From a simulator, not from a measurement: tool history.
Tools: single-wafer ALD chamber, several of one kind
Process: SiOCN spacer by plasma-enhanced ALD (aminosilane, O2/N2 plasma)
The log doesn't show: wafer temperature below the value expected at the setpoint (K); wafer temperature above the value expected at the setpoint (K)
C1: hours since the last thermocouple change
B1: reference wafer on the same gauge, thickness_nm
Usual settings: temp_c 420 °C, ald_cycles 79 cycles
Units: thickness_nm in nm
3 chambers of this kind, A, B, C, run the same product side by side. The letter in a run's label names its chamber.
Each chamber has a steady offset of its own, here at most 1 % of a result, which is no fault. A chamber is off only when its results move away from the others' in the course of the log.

run 1A day=0.254 | temp_c=420 ald_cycles=79 | C1=2244.8 | B1=4.2297 | thickness_nm=4.4749
run 2B day=0.708 | temp_c=420 ald_cycles=79 | C1=1077.2 | B1=4.2285 | thickness_nm=4.4998
run 3C day=1.021 | temp_c=420 ald_cycles=79 | C1=1478.4 | B1=4.2273 | thickness_nm=4.4399
run 4C day=1.312 | temp_c=420 ald_cycles=79 | C1=1485.4 | B1=4.2266 | thickness_nm=4.4458
run 5A day=1.583 | temp_c=429 ald_cycles=79 | C1=2276.7 | B1=4.2267 | thickness_nm=4.3604
run 6B day=1.975 | temp_c=429 ald_cycles=79 | C1=1107.6 | B1=4.2241 | thickness_nm=4.3822
run 7A day=2.429 | temp_c=429 ald_cycles=79 | C1=2297 | B1=4.2233 | thickness_nm=4.3343
run 8B day=2.867 | temp_c=420 ald_cycles=79 | C1=1129 | B1=4.223 | thickness_nm=4.5148
run 9C day=3.325 | temp_c=420 ald_cycles=79 | C1=1533.7 | B1=4.2213 | thickness_nm=4.4209
run 10B day=3.821 | temp_c=420 ald_cycles=79 | C1=1151.9 | B1=4.2207 | thickness_nm=4.4937
run 11C day=4.317 | temp_c=420 ald_cycles=79 | C1=1557.5 | B1=4.2177 | thickness_nm=4.4252
run 12A day=4.662 | temp_c=420 ald_cycles=79 | C1=2350.6 | B1=4.2171 | thickness_nm=4.466
run 13A day=4.962 | temp_c=420 ald_cycles=79 | C1=2357.8 | B1=4.2161 | thickness_nm=4.473
run 14C day=5.275 | temp_c=420 ald_cycles=79 | C1=1580.5 | B1=4.2159 | thickness_nm=4.423
run 15B day=5.696 | temp_c=409 ald_cycles=65 | C1=1196.9 | B1=4.2152 | thickness_nm=3.8348
run 16C day=6.062 | temp_c=409 ald_cycles=65 | C1=1599.4 | B1=4.2143 | thickness_nm=3.7692
run 17A day=6.442 | temp_c=409 ald_cycles=65 | C1=2393.3 | B1=4.2139 | thickness_nm=3.8059
run 18B day=6.783 | temp_c=420 ald_cycles=79 | C1=1223 | B1=4.2117 | thickness_nm=4.5028
run 19B day=7.292 | temp_c=420 ald_cycles=79 | C1=1235.2 | B1=4.2096 | thickness_nm=4.5045
run 20A day=7.792 | temp_c=420 ald_cycles=79 | C1=2425.7 | B1=4.2084 | thickness_nm=4.4685
run 21C day=8.192 | temp_c=420 ald_cycles=79 | C1=1650.5 | B1=4.2081 | thickness_nm=4.414
run 22A day=8.512 | temp_c=420 ald_cycles=79 | C1=2443 | B1=4.2064 | thickness_nm=4.4529
run 23B day=8.812 | temp_c=420 ald_cycles=79 | C1=1271.7 | B1=4.2061 | thickness_nm=4.486
-- day=8.888 chamber A: thermocouple changed; heater temperature recalibrated
run 24C day=9.212 | temp_c=420 ald_cycles=79 | C1=1675 | B1=4.2072 | thickness_nm=4.4209
run 25B day=9.683 | temp_c=420 ald_cycles=79 | C1=1292.6 | B1=4.2044 | thickness_nm=4.4879
run 26A day=10.071 | temp_c=420 ald_cycles=79 | C1=28.5 | B1=4.2027 | thickness_nm=4.4655

Next, every chamber runs the same settings. What will each give?
run 27A day=10.442 | temp_c=420 ald_cycles=87 | thickness_nm=?
run 27B day=10.442 | temp_c=420 ald_cycles=87 | thickness_nm=?
run 27C day=10.442 | temp_c=420 ald_cycles=87 | thickness_nm=?

run=27A thickness_nm=4.9272
run=27B thickness_nm=4.9547
run=27C thickness_nm=4.8663
